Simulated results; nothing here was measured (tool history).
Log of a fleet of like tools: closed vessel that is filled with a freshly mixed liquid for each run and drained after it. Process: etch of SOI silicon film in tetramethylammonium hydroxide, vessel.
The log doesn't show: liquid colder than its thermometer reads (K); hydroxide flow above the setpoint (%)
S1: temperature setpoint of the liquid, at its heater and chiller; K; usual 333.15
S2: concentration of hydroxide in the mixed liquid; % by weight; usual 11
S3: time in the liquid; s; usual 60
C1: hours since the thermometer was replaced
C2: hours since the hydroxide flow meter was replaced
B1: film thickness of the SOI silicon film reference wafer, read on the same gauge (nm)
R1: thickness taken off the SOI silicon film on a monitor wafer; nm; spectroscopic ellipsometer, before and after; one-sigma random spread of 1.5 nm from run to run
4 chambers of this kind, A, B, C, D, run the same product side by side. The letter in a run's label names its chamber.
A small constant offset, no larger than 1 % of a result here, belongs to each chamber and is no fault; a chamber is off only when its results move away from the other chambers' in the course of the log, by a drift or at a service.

{"run": "1D", "day": 0.3, "S1": 333.15, "S2": 11, "S3": 60, "C1": 615, "C2": 705.6, "B1": 90.035, "R1": 237.01}
{"run": "2C", "day": 0.812, "S1": 333.15, "S2": 11, "S3": 60, "C1": 258, "C2": 289.2, "B1": 89.992, "R1": 238.44}
{"run": "3A", "day": 1.242, "S1": 333.15, "S2": 11, "S3": 60, "C1": 145.9, "C2": 579.3, "B1": 89.983, "R1": 239.91}
{"run": "4B", "day": 1.817, "S1": 333.15, "S2": 11, "S3": 60, "C1": 298.3, "C2": 257.7, "B1": 89.987, "R1": 237.35}
{"run": "5D", "day": 2.083, "S1": 333.15, "S2": 11, "S3": 60, "C1": 657.8, "C2": 748.4, "B1": 90.019, "R1": 239.34}
{"run": "6C", "day": 2.675, "S1": 333.15, "S2": 11, "S3": 60, "C1": 302.7, "C2": 333.9, "B1": 89.999, "R1": 239.37}
{"run": "7A", "day": 3.229, "S1": 333.15, "S2": 11, "S3": 60, "C1": 193.6, "C2": 627, "B1": 90.016, "R1": 239.81}
{"day": 3.679, "done": "chamber A: hydroxide flow meter replaced"}
{"run": "8B", "day": 3.692, "S1": 333.15, "S2": 11, "S3": 60, "C1": 343.3, "C2": 302.7, "B1": 89.99, "R1": 237.95}
{"day": 3.996, "done": "chamber C: hydroxide flow meter replaced"}
{"run": "9B", "day": 4.133, "S1": 333.15, "S2": 11, "S3": 60, "C1": 353.9, "C2": 313.3, "B1": 90.013, "R1": 238.09}
{"run": "10A", "day": 4.658, "S1": 333.15, "S2": 11, "S3": 60, "C1": 227.9, "C2": 23.5, "B1": 90.013, "R1": 242.44}
{"run": "11D", "day": 5.0, "S1": 333.15, "S2": 11, "S3": 60, "C1": 727.8, "C2": 818.4, "B1": 90.002, "R1": 239.72}
{"run": "12C", "day": 5.5, "S1": 333.15, "S2": 11, "S3": 60, "C1": 370.5, "C2": 36.1, "B1": 90.006, "R1": 241.24}
{"run": "13D", "day": 5.792, "S1": 326.65, "S2": 11, "S3": 30, "C1": 746.8, "C2": 837.4, "B1": 90.011, "R1": 77.795}
{"run": "14A", "day": 6.283, "S1": 326.65, "S2": 11, "S3": 30, "C1": 266.9, "C2": 62.5, "B1": 89.999, "R1": 79.152}
{"run": "15B", "day": 6.875, "S1": 326.65, "S2": 11, "S3": 30, "C1": 419.7, "C2": 379.1, "B1": 89.978, "R1": 75.469}
{"run": "16C", "day": 7.396, "S1": 326.65, "S2": 11, "S3": 30, "C1": 416, "C2": 81.6, "B1": 89.97, "R1": 79.041}
{"run": "17A", "day": 7.675, "S1": 329.65, "S2": 11, "S3": 40, "C1": 300.3, "C2": 95.9, "B1": 89.989, "R1": 129.66}
{"run": "18C", "day": 8.008, "S1": 329.65, "S2": 11, "S3": 40, "C1": 430.7, "C2": 96.3, "B1": 90.019, "R1": 126.66}
{"run": "19B", "day": 8.396, "S1": 329.65, "S2": 11, "S3": 40, "C1": 456.2, "C2": 415.6, "B1": 89.993, "R1": 121.34}
{"run": "20D", "day": 8.758, "S1": 329.65, "S2": 11, "S3": 40, "C1": 818, "C2": 908.6, "B1": 89.98, "R1": 127.56}
{"run": "21B", "day": 9.346, "S1": 333.15, "S2": 11, "S3": 60, "C1": 479, "C2": 438.4, "B1": 89.995, "R1": 225.6}
{"run": "22D", "day": 9.662, "S1": 333.15, "S2": 11, "S3": 60, "C1": 839.7, "C2": 930.3, "B1": 90.016, "R1": 237.26}
{"run": "23A", "day": 10.054, "S1": 333.15, "S2": 11, "S3": 80, "C1": 357.4, "C2": 153, "B1": 89.975, "R1": 320.13}
{"run": "24C", "day": 10.6, "S1": 333.15, "S2": 11, "S3": 80, "C1": 492.9, "C2": 158.5, "B1": 89.997, "R1": 315.4}
{"run": "25B", "day": 11.154, "S1": 333.15, "S2": 11, "S3": 80, "C1": 522.4, "C2": 481.8, "B1": 89.987, "R1": 296.66}
{"run": "26C", "day": 11.667, "S1": 333.15, "S2": 11, "S3": 80, "C1": 518.5, "C2": 184.1, "B1": 89.961, "R1": 321.41}
{"run": "27A", "day": 12.208, "S1": 333.15, "S2": 11, "S3": 60, "C1": 409.1, "C2": 204.7, "B1": 89.982, "R1": 240.38}
{"run": "28D", "day": 12.6, "S1": 333.15, "S2": 11, "S3": 60, "C1": 910.2, "C2": 1000.8, "B1": 90.026, "R1": 237.62}
{"run": "29B", "day": 13.196, "S1": 333.15, "S2": 11, "S3": 60, "C1": 571.4, "C2": 530.8, "B1": 90.024, "R1": 219.8}
{"run": "30C", "day": 13.458, "S1": 333.15, "S2": 11, "S3": 60, "C1": 561.5, "C2": 227.1, "B1": 89.996, "R1": 241.03}
{"run": "31A", "day": 13.988, "S1": 333.15, "S2": 11, "S3": 60, "C1": 451.8, "C2": 247.4, "B1": 89.999, "R1": 241.83}
{"run": "32D", "day": 14.342, "S1": 333.15, "S2": 11, "S3": 60, "C1": 952, "C2": 1042.6, "B1": 90, "R1": 238.85}

Decide between three cases: one chamber stands off from its peers, the gauge reading all wafers drifts, or nothing is wrong past each chamber's small offset. Where a chamber is off, say which and what most likely put it there.

One chamber, B, drifts off from the rest bit by bit.
Cause: liquid colder than its thermometer reads (K) = 1.38.

Below are 4 candidate recipes for chamber B's next run, each the usual settings with a change, their results shown as question marks. Which of them brings B's results back in line with what the other chambers give on the usual settings?
Allowed miss from the other chambers' usual-settings mean, per result, to count as in line: R1 5.3 nm
{"run": "33B-1", "day": 14.771, "S1": 334.65, "S2": 11, "S3": 65, "R1": "?"}
{"run": "33B-2", "day": 14.771, "S1": 334.65, "S2": 11, "S3": 60, "R1": "?"}
{"run": "33B-3", "day": 14.771, "S1": 333.15, "S2": 16, "S3": 60, "R1": "?"}
{"run": "33B-4", "day": 14.771, "S1": 331.65, "S2": 11, "S3": 60, "R1": "?"}

Other chambers, usual settings, mean: R1 239.15 nm
run=33B-1 R1=259.76
run=33B-2 R1=239.78
run=33B-3 R1=185.39
run=33B-4 R1=197.97
33B-2 is the one that brings the chamber's results back in line with the other chambers.
